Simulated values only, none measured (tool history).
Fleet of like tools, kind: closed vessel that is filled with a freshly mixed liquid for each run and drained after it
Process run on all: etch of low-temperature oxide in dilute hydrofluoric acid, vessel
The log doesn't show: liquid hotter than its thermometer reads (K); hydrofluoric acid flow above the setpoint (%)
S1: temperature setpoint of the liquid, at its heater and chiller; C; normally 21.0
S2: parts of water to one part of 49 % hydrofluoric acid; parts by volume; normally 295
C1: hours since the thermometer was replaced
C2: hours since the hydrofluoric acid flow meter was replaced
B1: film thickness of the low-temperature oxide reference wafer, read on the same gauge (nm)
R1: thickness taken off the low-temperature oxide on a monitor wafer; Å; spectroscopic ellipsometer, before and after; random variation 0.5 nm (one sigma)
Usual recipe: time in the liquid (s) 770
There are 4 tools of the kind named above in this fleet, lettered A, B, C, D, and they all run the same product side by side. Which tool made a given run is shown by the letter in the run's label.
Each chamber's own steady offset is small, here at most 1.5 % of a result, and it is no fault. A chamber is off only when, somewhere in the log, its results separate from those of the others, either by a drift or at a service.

Run 1B, hour 7.2: usual settings; C1 172.5; C2 133.4; B1 59.997. Result: R1 555.23 Å.
Run 2D, hour 11.8: usual settings; C1 524.2; C2 458.7; B1 60.011. Result: R1 535.01 Å.
Run 3A, hour 16.4: usual settings; C1 1321.2; C2 2023.5; B1 60.023. Result: R1 551.81 Å.
Run 4C, hour 25.8: usual settings; C1 1370.8; C2 452.3; B1 59.976. Result: R1 551.32 Å.
Run 5A, hour 34.0: usual settings but S1 18.5 C, S2 210 parts by volume; C1 1338.8; C2 2041.1; B1 60.012. Result: R1 756.73 Å.
Run 6C, hour 38.6: usual settings but S1 18.5 C, S2 210 parts by volume; C1 1383.6; C2 465.1; B1 59.990. Result: R1 762.81 Å.
Run 7B, hour 43.1: usual settings but S1 18.5 C, S2 210 parts by volume; C1 208.4; C2 169.3; B1 60.004. Result: R1 755.67 Å.
Run 8D, hour 52.2: usual settings but S1 18.5 C, S2 210 parts by volume; C1 564.6; C2 499.1; B1 60.005. Result: R1 736.32 Å.
Run 9B, hour 57.0: usual settings; C1 222.3; C2 183.2; B1 59.984. Result: R1 546.34 Å.
Run 10A, hour 65.4: usual settings but S1 19.0 C; C1 1370.2; C2 2072.5; B1 59.996. Result: R1 516.33 Å.
Run 11C, hour 73.9: usual settings but S1 19.0 C; C1 1418.9; C2 500.4; B1 60.013. Result: R1 522.16 Å.
Run 12D, hour 80.1: usual settings but S1 19.0 C; C1 592.5; C2 527.0; B1 59.986. Result: R1 507.47 Å.
Run 13B, hour 89.3: usual settings but S1 19.0 C; C1 254.6; C2 215.5; B1 60.007. Result: R1 511.84 Å.
Run 14D, hour 95.2: usual settings; C1 607.6; C2 542.1; B1 60.020. Result: R1 540.53 Å.
Run 15C, hour 102.9: usual settings; C1 1447.9; C2 529.4; B1 59.998. Result: R1 573.94 Å.
Run 16A, hour 109.4: usual settings; C1 1414.2; C2 2116.5; B1 59.988. Result: R1 552.27 Å.
Run 17A, hour 116.5: usual settings; C1 1421.3; C2 2123.6; B1 60.006. Result: R1 550.50 Å.
Run 18D, hour 123.4: usual settings; C1 635.8; C2 570.3; B1 59.997. Result: R1 535.96 Å.
Run 19C, hour 132.8: usual settings; C1 1477.8; C2 559.3; B1 59.998. Result: R1 579.51 Å.
Run 20B, hour 137.6: usual settings; C1 302.9; C2 263.8; B1 60.016. Result: R1 543.84 Å.
At hour 142.7: chamber D: thermometer replaced.
Run 21C, hour 146.5: usual settings; C1 1491.5; C2 573.0; B1 60.002. Result: R1 578.53 Å.
Run 22A, hour 152.4: usual settings; C1 1457.2; C2 2159.5; B1 60.009. Result: R1 553.45 Å.
Run 23D, hour 158.1: usual settings; C1 15.4; C2 605.0; B1 59.994. Result: R1 532.44 Å.
Run 24B, hour 164.0: usual settings; C1 329.3; C2 290.2; B1 59.997. Result: R1 550.92 Å.
Run 25C, hour 172.1: usual settings but time in the liquid (s) 335; C1 1517.1; C2 598.6; B1 59.999. Result: R1 252.62 Å.

Does one chamber stand apart from the rest, does the shared gauge drift, or is all well apart from small per-chamber offsets? Give the chamber and the most likely cause, where there is one.

One chamber, C, drifts off from the rest bit by bit.
What lies behind it: hydrofluoric acid flow above the setpoint (%) = 5.58.
Not necessarily distinguishable in this log from: liquid hotter than its thermometer reads (K).

Chamber C could run next with any of the 4 candidate recipes listed below; each alters the usual settings, and their results appear as question marks. Which one brings its results back in line with what the other chambers deliver on the usual settings?
Maximum distance from the other chambers' mean on the usual settings for a result to count as in line: R1 18.00 Å
Run 26C-1, hour 178.9: usual settings but S1 20.5 C, time in the liquid (s) 685. Result: R1 ?.
Run 26C-2, hour 178.9: usual settings but S2 305 parts by volume, time in the liquid (s) 745. Result: R1 ?.
Run 26C-3, hour 178.9: usual settings but S2 265 parts by volume. Result: R1 ?.
Run 26C-4, hour 178.9: usual settings but S1 23.0 C. Result: R1 ?.

On the usual settings, the other chambers give on average: R1 545.46 Å
  run      R1
26C-1  515.40
26C-2  547.07
26C-3  674.66
26C-4  633.57
26C-2 is the one that brings the chamber's results back in line with the other chambers.
